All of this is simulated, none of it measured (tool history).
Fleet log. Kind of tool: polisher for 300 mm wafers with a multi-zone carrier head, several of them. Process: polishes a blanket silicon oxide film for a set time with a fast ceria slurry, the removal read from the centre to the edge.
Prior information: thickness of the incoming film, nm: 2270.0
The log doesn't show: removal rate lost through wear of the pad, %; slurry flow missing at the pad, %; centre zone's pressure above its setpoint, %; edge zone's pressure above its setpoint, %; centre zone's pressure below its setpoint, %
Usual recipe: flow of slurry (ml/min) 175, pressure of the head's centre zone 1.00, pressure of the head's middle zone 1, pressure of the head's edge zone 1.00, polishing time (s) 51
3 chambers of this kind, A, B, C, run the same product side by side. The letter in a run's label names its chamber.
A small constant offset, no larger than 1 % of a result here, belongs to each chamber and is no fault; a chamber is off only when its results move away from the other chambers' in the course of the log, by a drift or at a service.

run,day,flow of slurry (ml/min),pressure of the head's centre zone,pressure of the head's middle zone,pressure of the head's edge zone,polishing time (s),wafers polished on this pad,hours since the slurry nozzle was cleaned,hours since the centre zone pressure was calibrated,hours since the edge zone pressure was calibrated,film removed at the wafer's centre (angstrom),film removed at mid-radius (angstrom),film removed at the wafer's edge (angstrom)
1B,0.388,175,1.00,1,1.00,51,409,164.5,375.0,368.2,8453.5,8633.4,8809.4
# day 0.688: chamber C: worn pad replaced by a new one
2C,0.929,175,1.00,1,1.00,51,69,332.2,683.3,425.8,8552.2,8381.2,8458.4
3A,1.383,175,1.00,1,1.00,51,924,118.5,33.3,433.3,8690.8,8646.6,8562.7
4B,1.821,175,1.00,1,1.00,51,813,198.9,409.4,402.6,8691.1,8680.4,8566.3
# day 2.346: chamber A: worn pad replaced by a new one
5C,2.404,175,1.00,1,1.00,51,485,367.6,718.7,461.2,8543.0,8655.7,8673.3
6A,2.929,175,1.00,1,1.00,51,164,155.6,70.4,470.4,8582.2,8491.3,8647.2
# day 3.104: chamber B: worn pad replaced by a new one
7A,3.271,175,1.00,1,1.00,51,261,163.8,78.6,478.6,8735.0,8671.1,8631.5
8B,3.875,230,1.00,1,1.06,51,217,248.2,458.7,451.9,9081.2,8929.4,9294.7
# day 4.446: chamber C: slurry nozzle cleaned
9C,4.454,230,1.00,1,1.06,51,1063,0.3,767.9,510.4,8731.9,9032.8,9195.2
10C,4.983,230,1.00,1,1.06,51,1212,13.0,780.6,523.1,8838.3,8939.5,9164.6
# day 5.108: chamber C: worn pad replaced by a new one
11A,5.350,175,1.00,1,1.00,51,847,213.7,128.5,528.5,8716.9,8466.2,8679.1
12B,5.671,175,1.00,1,1.00,51,723,291.3,501.8,495.0,8565.4,8486.4,8825.7
# day 6.146: chamber A: worn pad replaced by a new one
13A,6.171,175,1.00,1,1.00,51,7,233.4,148.2,548.2,8589.1,8489.7,8485.2
14B,6.612,175,1.00,1,1.00,51,989,313.9,524.4,517.6,8489.2,8683.3,8643.8
15C,7.050,175,1.00,1,1.00,51,548,62.6,830.2,572.7,8653.5,8592.0,8552.8
# day 7.433: chamber B: worn pad replaced by a new one
16B,7.708,175,1.00,1,1.00,51,78,340.2,550.7,543.9,8496.9,8635.5,8511.1
17C,8.142,175,1.00,1,1.00,51,856,88.8,856.4,598.9,8407.1,8571.1,8592.8
18A,8.538,175,1.12,1,1.09,51,675,290.2,205.0,605.0,9802.3,8566.5,9037.9
19C,8.858,175,1.12,1,1.09,51,1058,106.0,873.6,616.1,9451.6,8539.0,9144.9
20A,9.254,175,1.12,1,1.09,51,877,307.4,222.2,622.2,9933.1,8534.1,8943.3
# day 9.296: chamber C: worn pad replaced by a new one
21B,9.804,175,1.00,1,1.00,51,669,390.5,601.0,594.2,8743.2,8586.1,8463.6
# day 10.054: chamber C: centre zone pressure recalibrated
22C,10.150,175,1.00,1,1.00,51,241,137.0,2.3,647.1,8552.3,8481.3,8763.6
# day 10.600: chamber A: worn pad replaced by a new one
23A,10.700,175,1.00,1,1.00,51,29,342.1,256.9,656.9,8621.0,8470.5,8710.4
# day 10.888: chamber A: centre zone pressure recalibrated
24B,11.200,200,1.00,1,1.00,65,1063,424.0,634.5,627.7,11184.0,10929.0,11238.0
25C,11.533,200,1.00,1,1.00,65,631,170.2,35.5,680.3,11001.0,11309.0,11039.0
# day 11.771: chamber B: worn pad replaced by a new one
26A,12.050,200,1.00,1,1.00,65,409,374.5,28.0,689.3,11111.0,11208.0,11030.0
27B,12.475,175,1.00,1,1.00,51,198,454.6,665.1,658.3,8626.8,8615.5,8554.8
# day 12.804: chamber C: worn pad replaced by a new one
28A,12.875,175,1.00,1,1.00,51,642,394.3,47.8,709.1,8873.7,8483.8,8682.4
29B,13.533,175,1.00,1,1.00,51,497,480.0,690.5,683.7,8631.1,8427.0,8664.4
30C,14.008,175,1.00,1,1.00,51,340,229.6,94.9,739.7,8371.4,8664.8,8498.1
# day 14.312: chamber A: worn pad replaced by a new one
31B,14.658,175,1.10,1,1.00,58,814,507.0,717.5,710.7,10759.0,9813.0,9672.9
32C,15.258,175,1.10,1,1.00,58,693,259.6,124.9,769.7,10932.0,9842.7,9889.1
# day 15.375: chamber B: worn pad replaced by a new one
33A,15.662,175,1.10,1,1.00,58,381,461.2,114.7,776.0,10952.0,9677.6,9874.4
34C,16.150,175,1.00,1,1.00,51,944,281.0,146.3,791.1,8588.0,8482.3,8763.2
# day 16.658: chamber C: worn pad replaced by a new one
35B,16.754,175,1.00,1,1.00,51,389,557.3,767.8,761.0,8421.9,8516.1,8506.4
# day 16.900: chamber A: edge zone pressure recalibrated
36A,17.146,175,0.93,1,0.94,51,799,496.8,150.3,6.0,7870.7,8552.0,8170.4
37A,17.658,175,0.93,1,0.94,51,944,509.1,162.6,18.3,7965.1,8716.6,8343.5
# day 18.075: chamber A: worn pad replaced by a new one
38B,18.279,175,0.93,1,0.94,51,819,593.9,804.4,797.6,7985.7,8586.0,8236.7
39C,18.921,175,1.00,1,1.00,51,638,347.5,212.8,857.6,8592.6,8548.7,8840.0
# day 19.521: chamber B: worn pad replaced by a new one
40A,19.554,175,1.00,1,1.00,51,417,554.6,208.1,63.8,8428.6,8500.6,8690.7
41B,20.038,175,1.00,1,1.00,51,146,636.1,846.6,839.8,8655.0,8336.8,8537.3

Has any chamber moved away from the others, gradually or after a service, or does the common gauge drift, or do the chambers differ only by their own small steady offsets? State the chamber and the most likely cause if one applies.

Neither any chamber nor the gauge drifts; the chambers differ only by their own small, steady offsets.
